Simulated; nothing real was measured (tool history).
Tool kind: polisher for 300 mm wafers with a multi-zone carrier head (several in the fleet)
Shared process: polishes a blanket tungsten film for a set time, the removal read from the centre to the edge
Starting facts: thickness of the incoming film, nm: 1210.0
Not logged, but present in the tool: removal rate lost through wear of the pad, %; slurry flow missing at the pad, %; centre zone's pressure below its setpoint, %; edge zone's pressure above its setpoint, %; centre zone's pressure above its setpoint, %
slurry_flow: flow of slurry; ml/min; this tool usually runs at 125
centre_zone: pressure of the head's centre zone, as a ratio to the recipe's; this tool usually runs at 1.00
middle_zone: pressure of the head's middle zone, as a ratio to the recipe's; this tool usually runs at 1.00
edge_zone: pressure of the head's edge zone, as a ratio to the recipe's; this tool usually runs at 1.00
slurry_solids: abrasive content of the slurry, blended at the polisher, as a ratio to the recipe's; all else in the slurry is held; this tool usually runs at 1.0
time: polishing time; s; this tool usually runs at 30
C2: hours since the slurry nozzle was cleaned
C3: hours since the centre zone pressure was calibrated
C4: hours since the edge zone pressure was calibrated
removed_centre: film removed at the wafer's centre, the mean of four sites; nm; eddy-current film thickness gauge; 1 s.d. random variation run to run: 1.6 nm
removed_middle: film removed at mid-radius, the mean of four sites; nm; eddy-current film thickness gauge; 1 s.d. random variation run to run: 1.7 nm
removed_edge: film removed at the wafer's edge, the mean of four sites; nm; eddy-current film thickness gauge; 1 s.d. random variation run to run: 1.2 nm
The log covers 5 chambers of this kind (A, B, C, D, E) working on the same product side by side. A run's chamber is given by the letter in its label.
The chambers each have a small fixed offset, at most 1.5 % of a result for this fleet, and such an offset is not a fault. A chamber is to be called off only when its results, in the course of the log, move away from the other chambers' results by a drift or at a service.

{"hour": 5.1, "done": "chamber B: slurry nozzle cleaned"}
{"run": "1E", "hour": 6.0, "slurry_flow": 125, "centre_zone": 1.0, "middle_zone": 1.0, "edge_zone": 1.0, "slurry_solids": 1.0, "time": 30, "wafers polished on this pad": 519, "C2": 150.3, "C3": 66.0, "C4": 800.5, "removed_centre": 159.95, "removed_middle": 158.83, "removed_edge": 157.38}
{"run": "2C", "hour": 14.4, "slurry_flow": 125, "centre_zone": 1.0, "middle_zone": 1.0, "edge_zone": 1.0, "slurry_solids": 1.0, "time": 30, "wafers polished on this pad": 612, "C2": 16.8, "C3": 392.4, "C4": 90.7, "removed_centre": 158.61, "removed_middle": 159.86, "removed_edge": 161.65}
{"run": "3A", "hour": 19.4, "slurry_flow": 125, "centre_zone": 1.0, "middle_zone": 1.0, "edge_zone": 1.0, "slurry_solids": 1.0, "time": 30, "wafers polished on this pad": 512, "C2": 41.8, "C3": 319.1, "C4": 190.2, "removed_centre": 161.55, "removed_middle": 159.33, "removed_edge": 160.53}
{"run": "4B", "hour": 24.4, "slurry_flow": 125, "centre_zone": 1.0, "middle_zone": 1.0, "edge_zone": 1.0, "slurry_solids": 1.0, "time": 30, "wafers polished on this pad": 1184, "C2": 19.3, "C3": 852.7, "C4": 257.0, "removed_centre": 158.18, "removed_middle": 158.75, "removed_edge": 159.45}
{"run": "5D", "hour": 29.7, "slurry_flow": 125, "centre_zone": 1.0, "middle_zone": 1.0, "edge_zone": 1.0, "slurry_solids": 1.0, "time": 30, "wafers polished on this pad": 628, "C2": 331.0, "C3": 782.0, "C4": 638.6, "removed_centre": 163.67, "removed_middle": 159.33, "removed_edge": 162.09}
{"hour": 35.0, "done": "chamber D: worn pad replaced by a new one"}
{"hour": 37.9, "done": "chamber B: worn pad replaced by a new one"}
{"run": "6A", "hour": 38.0, "slurry_flow": 125, "centre_zone": 1.0, "middle_zone": 1.0, "edge_zone": 1.0, "slurry_solids": 1.0, "time": 30, "wafers polished on this pad": 701, "C2": 60.4, "C3": 337.7, "C4": 208.8, "removed_centre": 158.68, "removed_middle": 161.15, "removed_edge": 161.97}
{"run": "7D", "hour": 45.5, "slurry_flow": 125, "centre_zone": 1.0, "middle_zone": 1.0, "edge_zone": 1.0, "slurry_solids": 1.0, "time": 30, "wafers polished on this pad": 107, "C2": 346.8, "C3": 797.8, "C4": 654.4, "removed_centre": 163.92, "removed_middle": 160.58, "removed_edge": 160.03}
{"run": "8C", "hour": 49.6, "slurry_flow": 125, "centre_zone": 1.0, "middle_zone": 1.0, "edge_zone": 1.0, "slurry_solids": 1.0, "time": 30, "wafers polished on this pad": 969, "C2": 52.0, "C3": 427.6, "C4": 125.9, "removed_centre": 161.67, "removed_middle": 161.42, "removed_edge": 160.97}
{"run": "9B", "hour": 54.8, "slurry_flow": 125, "centre_zone": 1.0, "middle_zone": 1.0, "edge_zone": 1.0, "slurry_solids": 1.0, "time": 30, "wafers polished on this pad": 171, "C2": 49.7, "C3": 883.1, "C4": 287.4, "removed_centre": 155.48, "removed_middle": 163.99, "removed_edge": 158.94}
{"run": "10E", "hour": 61.7, "slurry_flow": 125, "centre_zone": 1.12, "middle_zone": 1.0, "edge_zone": 1.0, "slurry_solids": 1.0, "time": 30, "wafers polished on this pad": 1084, "C2": 206.0, "C3": 121.7, "C4": 856.2, "removed_centre": 177.92, "removed_middle": 158.71, "removed_edge": 159.3}
{"hour": 62.8, "done": "chamber E: worn pad replaced by a new one"}
{"run": "11C", "hour": 68.1, "slurry_flow": 125, "centre_zone": 1.12, "middle_zone": 1.0, "edge_zone": 1.0, "slurry_solids": 1.0, "time": 30, "wafers polished on this pad": 1157, "C2": 70.5, "C3": 446.1, "C4": 144.4, "removed_centre": 179.03, "removed_middle": 158.01, "removed_edge": 161.45}
{"run": "12A", "hour": 76.6, "slurry_flow": 125, "centre_zone": 1.12, "middle_zone": 1.0, "edge_zone": 1.0, "slurry_solids": 1.0, "time": 30, "wafers polished on this pad": 1093, "C2": 99.0, "C3": 376.3, "C4": 247.4, "removed_centre": 182.55, "removed_middle": 160.0, "removed_edge": 159.93}
{"hour": 77.0, "done": "chamber A: centre zone pressure recalibrated"}
{"hour": 77.4, "done": "chamber A: worn pad replaced by a new one"}
{"run": "13E", "hour": 82.3, "slurry_flow": 125, "centre_zone": 1.12, "middle_zone": 1.0, "edge_zone": 1.0, "slurry_solids": 1.0, "time": 30, "wafers polished on this pad": 198, "C2": 226.6, "C3": 142.3, "C4": 876.8, "removed_centre": 182.18, "removed_middle": 161.09, "removed_edge": 157.99}
{"run": "14D", "hour": 90.4, "slurry_flow": 125, "centre_zone": 1.12, "middle_zone": 1.0, "edge_zone": 1.0, "slurry_solids": 1.0, "time": 30, "wafers polished on this pad": 562, "C2": 391.7, "C3": 842.7, "C4": 699.3, "removed_centre": 181.14, "removed_middle": 159.07, "removed_edge": 161.91}
{"hour": 96.1, "done": "chamber D: worn pad replaced by a new one"}
{"run": "15B", "hour": 98.1, "slurry_flow": 125, "centre_zone": 1.0, "middle_zone": 1.0, "edge_zone": 1.0, "slurry_solids": 1.0, "time": 30, "wafers polished on this pad": 610, "C2": 93.0, "C3": 926.4, "C4": 330.7, "removed_centre": 157.34, "removed_middle": 158.94, "removed_edge": 159.06}
{"run": "16B", "hour": 103.0, "slurry_flow": 125, "centre_zone": 1.0, "middle_zone": 1.0, "edge_zone": 1.0, "slurry_solids": 1.0, "time": 30, "wafers polished on this pad": 660, "C2": 97.9, "C3": 931.3, "C4": 335.6, "removed_centre": 158.55, "removed_middle": 162.21, "removed_edge": 161.91}
{"hour": 106.9, "done": "chamber D: centre zone pressure recalibrated"}
{"run": "17D", "hour": 110.4, "slurry_flow": 125, "centre_zone": 1.0, "middle_zone": 1.08, "edge_zone": 1.05, "slurry_solids": 1.0, "time": 30, "wafers polished on this pad": 145, "C2": 411.7, "C3": 3.6, "C4": 719.3, "removed_centre": 162.5, "removed_middle": 169.83, "removed_edge": 166.05}
{"hour": 113.0, "done": "chamber D: edge zone pressure recalibrated"}
{"run": "18E", "hour": 117.2, "slurry_flow": 125, "centre_zone": 1.0, "middle_zone": 1.08, "edge_zone": 1.05, "slurry_solids": 1.0, "time": 30, "wafers polished on this pad": 552, "C2": 261.5, "C3": 177.2, "C4": 911.7, "removed_centre": 158.74, "removed_middle": 172.97, "removed_edge": 162.01}
{"run": "19A", "hour": 123.2, "slurry_flow": 125, "centre_zone": 1.0, "middle_zone": 1.08, "edge_zone": 1.05, "slurry_solids": 1.0, "time": 30, "wafers polished on this pad": 465, "C2": 145.6, "C3": 46.2, "C4": 294.0, "removed_centre": 162.59, "removed_middle": 171.12, "removed_edge": 165.33}
{"run": "20C", "hour": 129.7, "slurry_flow": 125, "centre_zone": 1.0, "middle_zone": 1.08, "edge_zone": 1.05, "slurry_solids": 1.0, "time": 30, "wafers polished on this pad": 1782, "C2": 132.1, "C3": 507.7, "C4": 206.0, "removed_centre": 157.42, "removed_middle": 167.33, "removed_edge": 161.28}
{"run": "21B", "hour": 135.0, "slurry_flow": 125, "centre_zone": 1.0, "middle_zone": 1.08, "edge_zone": 1.05, "slurry_solids": 1.0, "time": 30, "wafers polished on this pad": 985, "C2": 129.9, "C3": 963.3, "C4": 367.6, "removed_centre": 156.67, "removed_middle": 174.49, "removed_edge": 164.29}
{"run": "22C", "hour": 140.6, "slurry_flow": 125, "centre_zone": 1.0, "middle_zone": 1.09, "edge_zone": 1.0, "slurry_solids": 1.0, "time": 30, "wafers polished on this pad": 1892, "C2": 143.0, "C3": 518.6, "C4": 216.9, "removed_centre": 157.51, "removed_middle": 166.26, "removed_edge": 156.54}
{"run": "23D", "hour": 147.9, "slurry_flow": 125, "centre_zone": 1.0, "middle_zone": 1.09, "edge_zone": 1.0, "slurry_solids": 1.0, "time": 30, "wafers polished on this pad": 525, "C2": 449.2, "C3": 41.1, "C4": 35.0, "removed_centre": 160.86, "removed_middle": 170.87, "removed_edge": 160.42}
{"hour": 151.4, "done": "chamber D: slurry nozzle cleaned"}
{"run": "24A", "hour": 155.9, "slurry_flow": 125, "centre_zone": 1.0, "middle_zone": 1.09, "edge_zone": 1.0, "slurry_solids": 1.0, "time": 30, "wafers polished on this pad": 796, "C2": 178.3, "C3": 78.9, "C4": 326.7, "removed_centre": 159.65, "removed_middle": 172.79, "removed_edge": 160.58}
{"hour": 159.1, "done": "chamber D: worn pad replaced by a new one"}
{"run": "25E", "hour": 160.5, "slurry_flow": 125, "centre_zone": 1.0, "middle_zone": 1.09, "edge_zone": 1.0, "slurry_solids": 1.0, "time": 30, "wafers polished on this pad": 991, "C2": 304.8, "C3": 220.5, "C4": 955.0, "removed_centre": 158.55, "removed_middle": 171.36, "removed_edge": 155.98}
{"hour": 165.4, "done": "chamber A: worn pad replaced by a new one"}
{"run": "26D", "hour": 166.4, "slurry_flow": 125, "centre_zone": 1.0, "middle_zone": 1.09, "edge_zone": 1.0, "slurry_solids": 1.0, "time": 30, "wafers polished on this pad": 74, "C2": 15.1, "C3": 59.6, "C4": 53.5, "removed_centre": 161.0, "removed_middle": 172.37, "removed_edge": 159.37}
{"run": "27A", "hour": 172.9, "slurry_flow": 125, "centre_zone": 1.07, "middle_zone": 1.0, "edge_zone": 1.0, "slurry_solids": 1.0, "time": 30, "wafers polished on this pad": 76, "C2": 195.3, "C3": 95.9, "C4": 343.7, "removed_centre": 173.2, "removed_middle": 161.25, "removed_edge": 160.88}
{"hour": 178.5, "done": "chamber B: worn pad replaced by a new one"}
{"run": "28B", "hour": 178.8, "slurry_flow": 125, "centre_zone": 1.07, "middle_zone": 1.0, "edge_zone": 1.0, "slurry_solids": 1.0, "time": 30, "wafers polished on this pad": 3, "C2": 173.7, "C3": 1007.1, "C4": 411.4, "removed_centre": 171.99, "removed_middle": 160.17, "removed_edge": 159.96}
{"hour": 182.5, "done": "chamber E: worn pad replaced by a new one"}
{"run": "29C", "hour": 183.9, "slurry_flow": 125, "centre_zone": 1.07, "middle_zone": 1.0, "edge_zone": 1.0, "slurry_solids": 1.0, "time": 30, "wafers polished on this pad": 2332, "C2": 186.3, "C3": 561.9, "C4": 260.2, "removed_centre": 165.17, "removed_middle": 151.8, "removed_edge": 149.99}
{"run": "30E", "hour": 191.0, "slurry_flow": 125, "centre_zone": 1.07, "middle_zone": 1.0, "edge_zone": 1.0, "slurry_solids": 1.0, "time": 30, "wafers polished on this pad": 86, "C2": 335.3, "C3": 251.0, "C4": 985.5, "removed_centre": 170.65, "removed_middle": 157.45, "removed_edge": 158.72}
{"run": "31B", "hour": 197.4, "slurry_flow": 125, "centre_zone": 1.07, "middle_zone": 1.0, "edge_zone": 1.0, "slurry_solids": 1.0, "time": 30, "wafers polished on this pad": 192, "C2": 192.3, "C3": 1025.7, "C4": 430.0, "removed_centre": 168.88, "removed_middle": 162.9, "removed_edge": 159.53}
{"run": "32A", "hour": 203.4, "slurry_flow": 125, "centre_zone": 1.0, "middle_zone": 1.0, "edge_zone": 1.0, "slurry_solids": 1.0, "time": 30, "wafers polished on this pad": 386, "C2": 225.8, "C3": 126.4, "C4": 374.2, "removed_centre": 159.04, "removed_middle": 162.32, "removed_edge": 163.17}
{"run": "33C", "hour": 211.2, "slurry_flow": 125, "centre_zone": 1.0, "middle_zone": 1.0, "edge_zone": 1.0, "slurry_solids": 1.0, "time": 30, "wafers polished on this pad": 2609, "C2": 213.6, "C3": 589.2, "C4": 287.5, "removed_centre": 149.32, "removed_middle": 151.75, "removed_edge": 150.07}
{"run": "34D", "hour": 217.4, "slurry_flow": 125, "centre_zone": 1.0, "middle_zone": 0.93, "edge_zone": 1.0, "slurry_solids": 1.2, "time": 30, "wafers polished on this pad": 591, "C2": 66.1, "C3": 110.6, "C4": 104.5, "removed_centre": 170.05, "removed_middle": 157.11, "removed_edge": 169.8}

Next, every chamber runs the same settings. What will each give?
{"run": "35A", "hour": 223.5, "slurry_flow": 125, "centre_zone": 1.0, "middle_zone": 1.0, "edge_zone": 1.0, "slurry_solids": 1.0, "time": 30, "removed_centre": "?", "removed_middle": "?", "removed_edge": "?"}
{"run": "35B", "hour": 223.5, "slurry_flow": 125, "centre_zone": 1.0, "middle_zone": 1.0, "edge_zone": 1.0, "slurry_solids": 1.0, "time": 30, "removed_centre": "?", "removed_middle": "?", "removed_edge": "?"}
{"run": "35C", "hour": 223.5, "slurry_flow": 125, "centre_zone": 1.0, "middle_zone": 1.0, "edge_zone": 1.0, "slurry_solids": 1.0, "time": 30, "removed_centre": "?", "removed_middle": "?", "removed_edge": "?"}
{"run": "35D", "hour": 223.5, "slurry_flow": 125, "centre_zone": 1.0, "middle_zone": 1.0, "edge_zone": 1.0, "slurry_solids": 1.0, "time": 30, "removed_centre": "?", "removed_middle": "?", "removed_edge": "?"}
{"run": "35E", "hour": 223.5, "slurry_flow": 125, "centre_zone": 1.0, "middle_zone": 1.0, "edge_zone": 1.0, "slurry_solids": 1.0, "time": 30, "removed_centre": "?", "removed_middle": "?", "removed_edge": "?"}

run=35A removed_centre=160.69 removed_middle=163.55 removed_edge=161.48
run=35B removed_centre=156.60 removed_middle=158.36 removed_edge=158.95
run=35C removed_centre=151.65 removed_middle=147.45 removed_edge=147.88
run=35D removed_centre=161.45 removed_middle=158.11 removed_edge=161.44
run=35E removed_centre=161.00 removed_middle=160.51 removed_edge=158.32
